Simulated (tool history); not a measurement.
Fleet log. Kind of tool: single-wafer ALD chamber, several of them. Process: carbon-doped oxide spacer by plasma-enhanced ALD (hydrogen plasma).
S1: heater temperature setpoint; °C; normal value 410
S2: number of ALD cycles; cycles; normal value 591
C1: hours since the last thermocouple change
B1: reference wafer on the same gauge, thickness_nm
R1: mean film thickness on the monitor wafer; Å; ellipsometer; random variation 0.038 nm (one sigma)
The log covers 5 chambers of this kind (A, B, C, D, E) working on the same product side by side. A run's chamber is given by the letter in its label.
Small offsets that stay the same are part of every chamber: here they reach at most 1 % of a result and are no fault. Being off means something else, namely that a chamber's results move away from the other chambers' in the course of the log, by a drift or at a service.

| run | hour | S1 | S2 | C1 | B1 | R1 |
|---|---|---|---|---|---|---|
| 1C | 11.1 | 410 | 591 | 1247.8 | 23.303 | 283.89 |
| 2E | 27.2 | 410 | 591 | 1956.2 | 23.313 | 287.72 |
|  | 39 | chamber E: thermocouple changed; heater temperature recalibrated |
| 3D | 41.4 | 410 | 591 | 707.1 | 23.314 | 285.76 |
| 4A | 49.9 | 410 | 591 | 2297.6 | 23.317 | 285.76 |
| 5B | 60.1 | 410 | 591 | 2084.3 | 23.32 | 287.39 |
| 6E | 75.5 | 410 | 591 | 36.6 | 23.322 | 288.62 |
| 7A | 87.5 | 410 | 591 | 2335.2 | 23.33 | 285.89 |
| 8D | 102.2 | 420 | 523 | 767.9 | 23.332 | 245.45 |
| 9C | 112.2 | 420 | 523 | 1348.9 | 23.341 | 243.22 |
|  | 118.4 | chamber A: thermocouple changed; heater temperature recalibrated |
| 10B | 127.9 | 420 | 523 | 2152.1 | 23.343 | 247 |
| 11E | 137.9 | 420 | 523 | 99 | 23.341 | 247.68 |
| 12D | 153.2 | 420 | 523 | 818.9 | 23.348 | 244.96 |
| 13C | 167.4 | 410 | 591 | 1404.1 | 23.351 | 284.3 |
| 14B | 177.9 | 410 | 591 | 2202.1 | 23.357 | 288.77 |
| 15A | 185.3 | 410 | 591 | 66.9 | 23.356 | 286.29 |
|  | 186.7 | chamber C: thermocouple changed; heater temperature recalibrated |
| 16D | 194.2 | 410 | 591 | 859.9 | 23.362 | 286.31 |
| 17E | 205.5 | 410 | 591 | 166.6 | 23.365 | 289.05 |
| 18C | 216 | 410 | 591 | 29.3 | 23.368 | 284.6 |
| 19B | 227.3 | 410 | 591 | 2251.5 | 23.377 | 288.64 |
| 20A | 241.7 | 410 | 591 | 123.3 | 23.379 | 287.09 |
| 21D | 256.5 | 410 | 591 | 922.2 | 23.381 | 286.68 |
| 22E | 266.9 | 410 | 591 | 228 | 23.389 | 289.73 |
| 23C | 280.4 | 410 | 591 | 93.7 | 23.396 | 285.17 |
| 24B | 290.4 | 410 | 591 | 2314.6 | 23.398 | 289.26 |
| 25A | 302.3 | 410 | 591 | 183.9 | 23.4 | 286.44 |
| 26A | 317.2 | 410 | 591 | 198.8 | 23.407 | 286.8 |
| 27C | 327.3 | 410 | 591 | 140.6 | 23.408 | 284.87 |
| 28B | 338.1 | 410 | 591 | 2362.3 | 23.42 | 288.63 |
| 29D | 346.5 | 410 | 591 | 1012.2 | 23.415 | 287.7 |
| 30E | 361.1 | 410 | 591 | 322.2 | 23.426 | 289.8 |
| 31D | 370.4 | 410 | 591 | 1036.1 | 23.412 | 286.84 |
| 32C | 377.8 | 410 | 591 | 191.1 | 23.429 | 285.49 |

Predict what each chamber gives when all 5 of them run the settings below next.
| 33A | 389.3 | 410 | 591 |  |  | ? |
| 33B | 389.3 | 410 | 591 |  |  | ? |
| 33C | 389.3 | 410 | 591 |  |  | ? |
| 33D | 389.3 | 410 | 591 |  |  | ? |
| 33E | 389.3 | 410 | 591 |  |  | ? |

| run | R1 |
|---|---|
| 33A | 286.99 |
| 33B | 289.35 |
| 33C | 284.96 |
| 33D | 287.84 |
| 33E | 290.41 |
